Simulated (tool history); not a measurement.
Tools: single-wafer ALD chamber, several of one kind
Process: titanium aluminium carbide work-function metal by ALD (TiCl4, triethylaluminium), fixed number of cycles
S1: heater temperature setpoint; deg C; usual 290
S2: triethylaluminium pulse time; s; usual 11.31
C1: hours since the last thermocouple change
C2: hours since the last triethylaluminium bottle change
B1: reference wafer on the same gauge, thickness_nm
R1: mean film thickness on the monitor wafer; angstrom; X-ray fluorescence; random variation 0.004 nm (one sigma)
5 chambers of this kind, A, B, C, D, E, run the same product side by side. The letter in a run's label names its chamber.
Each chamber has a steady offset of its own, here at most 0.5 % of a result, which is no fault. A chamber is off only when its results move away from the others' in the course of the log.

{"run": "1A", "hour": 3.6, "S1": 290, "S2": 11.31, "C1": 465.9, "C2": 1337.8, "B1": 2.3098, "R1": 19.39}
{"run": "2C", "hour": 6.1, "S1": 290, "S2": 11.31, "C1": 151.5, "C2": 94.4, "B1": 2.3105, "R1": 19.322}
{"run": "3E", "hour": 9.6, "S1": 290, "S2": 11.31, "C1": 489.0, "C2": 402.2, "B1": 2.3091, "R1": 19.425}
{"run": "4D", "hour": 13.0, "S1": 290, "S2": 11.31, "C1": 167.3, "C2": 2167.0, "B1": 2.309, "R1": 19.292}
{"run": "5B", "hour": 16.0, "S1": 290, "S2": 11.31, "C1": 2097.7, "C2": 655.6, "B1": 2.3108, "R1": 19.212}
{"run": "6C", "hour": 19.8, "S1": 295, "S2": 13.65, "C1": 165.2, "C2": 108.1, "B1": 2.3097, "R1": 20.013}
{"run": "7D", "hour": 22.1, "S1": 295, "S2": 13.65, "C1": 176.4, "C2": 2176.1, "B1": 2.311, "R1": 19.95}
{"run": "8B", "hour": 26.9, "S1": 295, "S2": 13.65, "C1": 2108.6, "C2": 666.5, "B1": 2.3093, "R1": 19.928}
{"run": "9E", "hour": 30.7, "S1": 295, "S2": 13.65, "C1": 510.1, "C2": 423.3, "B1": 2.3102, "R1": 20.144}
{"run": "10A", "hour": 32.8, "S1": 295, "S2": 13.65, "C1": 495.1, "C2": 1367.0, "B1": 2.3091, "R1": 19.961}
{"run": "11E", "hour": 36.8, "S1": 290, "S2": 11.31, "C1": 516.2, "C2": 429.4, "B1": 2.3094, "R1": 19.467}
{"run": "12D", "hour": 39.2, "S1": 290, "S2": 11.31, "C1": 193.5, "C2": 2193.2, "B1": 2.3108, "R1": 19.169}
{"run": "13B", "hour": 43.9, "S1": 290, "S2": 11.31, "C1": 2125.6, "C2": 683.5, "B1": 2.3116, "R1": 19.325}
{"run": "14A", "hour": 46.7, "S1": 290, "S2": 11.31, "C1": 509.0, "C2": 1380.9, "B1": 2.3093, "R1": 19.28}
{"run": "15C", "hour": 51.0, "S1": 290, "S2": 11.31, "C1": 196.4, "C2": 139.3, "B1": 2.3101, "R1": 19.376}
{"run": "16B", "hour": 54.3, "S1": 297, "S2": 9.57, "C1": 2136.0, "C2": 693.9, "B1": 2.3108, "R1": 19.57}
{"run": "17D", "hour": 57.7, "S1": 297, "S2": 9.57, "C1": 212.0, "C2": 2211.7, "B1": 2.3107, "R1": 19.568}
{"run": "18A", "hour": 59.8, "S1": 297, "S2": 9.57, "C1": 522.1, "C2": 1394.0, "B1": 2.31, "R1": 19.575}
{"run": "19E", "hour": 64.4, "S1": 297, "S2": 9.57, "C1": 543.8, "C2": 457.0, "B1": 2.3089, "R1": 19.877}
{"run": "20C", "hour": 67.7, "S1": 297, "S2": 9.57, "C1": 213.1, "C2": 156.0, "B1": 2.3093, "R1": 19.697}
{"run": "21A", "hour": 71.2, "S1": 290, "S2": 11.31, "C1": 533.5, "C2": 1405.4, "B1": 2.3102, "R1": 19.325}
{"run": "22D", "hour": 74.6, "S1": 290, "S2": 11.31, "C1": 228.9, "C2": 2228.6, "B1": 2.3102, "R1": 19.277}
{"run": "23B", "hour": 78.4, "S1": 276, "S2": 15.02, "C1": 2160.1, "C2": 718.0, "B1": 2.3102, "R1": 18.286}
{"run": "24E", "hour": 81.6, "S1": 276, "S2": 15.02, "C1": 561.0, "C2": 474.2, "B1": 2.3115, "R1": 18.752}
{"hour": 82.0, "done": "chamber D: triethylaluminium bottle replaced"}
{"run": "25C", "hour": 85.3, "S1": 276, "S2": 15.02, "C1": 230.7, "C2": 173.6, "B1": 2.3094, "R1": 18.45}
{"run": "26B", "hour": 87.8, "S1": 276, "S2": 15.02, "C1": 2169.5, "C2": 727.4, "B1": 2.3105, "R1": 18.309}
{"run": "27D", "hour": 92.1, "S1": 276, "S2": 15.02, "C1": 246.4, "C2": 10.2, "B1": 2.3093, "R1": 18.403}
{"run": "28E", "hour": 96.6, "S1": 290, "S2": 11.31, "C1": 576.0, "C2": 489.2, "B1": 2.3109, "R1": 19.77}
{"run": "29A", "hour": 101.2, "S1": 290, "S2": 7.98, "C1": 563.5, "C2": 1435.4, "B1": 2.3109, "R1": 18.46}
{"run": "30C", "hour": 105.3, "S1": 290, "S2": 7.98, "C1": 250.7, "C2": 193.6, "B1": 2.3106, "R1": 18.44}
{"run": "31B", "hour": 109.0, "S1": 290, "S2": 7.98, "C1": 2190.7, "C2": 748.6, "B1": 2.3093, "R1": 18.39}
{"run": "32A", "hour": 112.8, "S1": 290, "S2": 7.98, "C1": 575.1, "C2": 1447.0, "B1": 2.3102, "R1": 18.463}
{"run": "33C", "hour": 115.3, "S1": 290, "S2": 7.98, "C1": 260.7, "C2": 203.6, "B1": 2.3099, "R1": 18.429}
{"run": "34E", "hour": 118.7, "S1": 290, "S2": 11.31, "C1": 598.1, "C2": 511.3, "B1": 2.3094, "R1": 19.761}
{"run": "35D", "hour": 121.8, "S1": 290, "S2": 11.31, "C1": 276.1, "C2": 39.9, "B1": 2.3097, "R1": 19.315}
{"run": "36A", "hour": 124.6, "S1": 285, "S2": 15.35, "C1": 586.9, "C2": 1458.8, "B1": 2.3102, "R1": 19.185}
{"run": "37E", "hour": 127.9, "S1": 285, "S2": 15.35, "C1": 607.3, "C2": 520.5, "B1": 2.3097, "R1": 19.717}
{"run": "38C", "hour": 132.2, "S1": 285, "S2": 15.35, "C1": 277.6, "C2": 220.5, "B1": 2.3104, "R1": 19.219}
{"run": "39B", "hour": 134.4, "S1": 285, "S2": 15.35, "C1": 2216.1, "C2": 774.0, "B1": 2.3095, "R1": 19.09}
{"run": "40D", "hour": 137.9, "S1": 285, "S2": 15.35, "C1": 292.2, "C2": 56.0, "B1": 2.3083, "R1": 19.165}
{"run": "41C", "hour": 140.5, "S1": 290, "S2": 11.31, "C1": 285.9, "C2": 228.8, "B1": 2.3096, "R1": 19.35}

Is one chamber off against the others, does the gauge drift, or is nothing wrong? If a chamber is off, say which, and what the likeliest cause is.

Chamber E drifts away from the others.
Cause: wafer temperature above the value expected at the setpoint (K) = 5.72.

Here are 4 candidates for chamber E's next run, each the usual settings with a change, their results left as question marks. Which one brings its results back in line with what the others give on the usual settings?
In line means no further than this from the other chambers' mean on the usual settings: R1 0.150 angstrom
{"run": "42E-1", "hour": 143.9, "S1": 297, "S2": 11.31, "R1": "?"}
{"run": "42E-2", "hour": 143.9, "S1": 284, "S2": 10.41, "R1": "?"}
{"run": "42E-3", "hour": 143.9, "S1": 278, "S2": 11.31, "R1": "?"}
{"run": "42E-4", "hour": 143.9, "S1": 302, "S2": 11.31, "R1": "?"}

The other chambers' mean on the usual settings: R1 19.307 angstrom
run=42E-1 R1=20.547
run=42E-2 R1=19.275
run=42E-3 R1=18.905
run=42E-4 R1=20.984
42E-2 brings the chamber back in line.
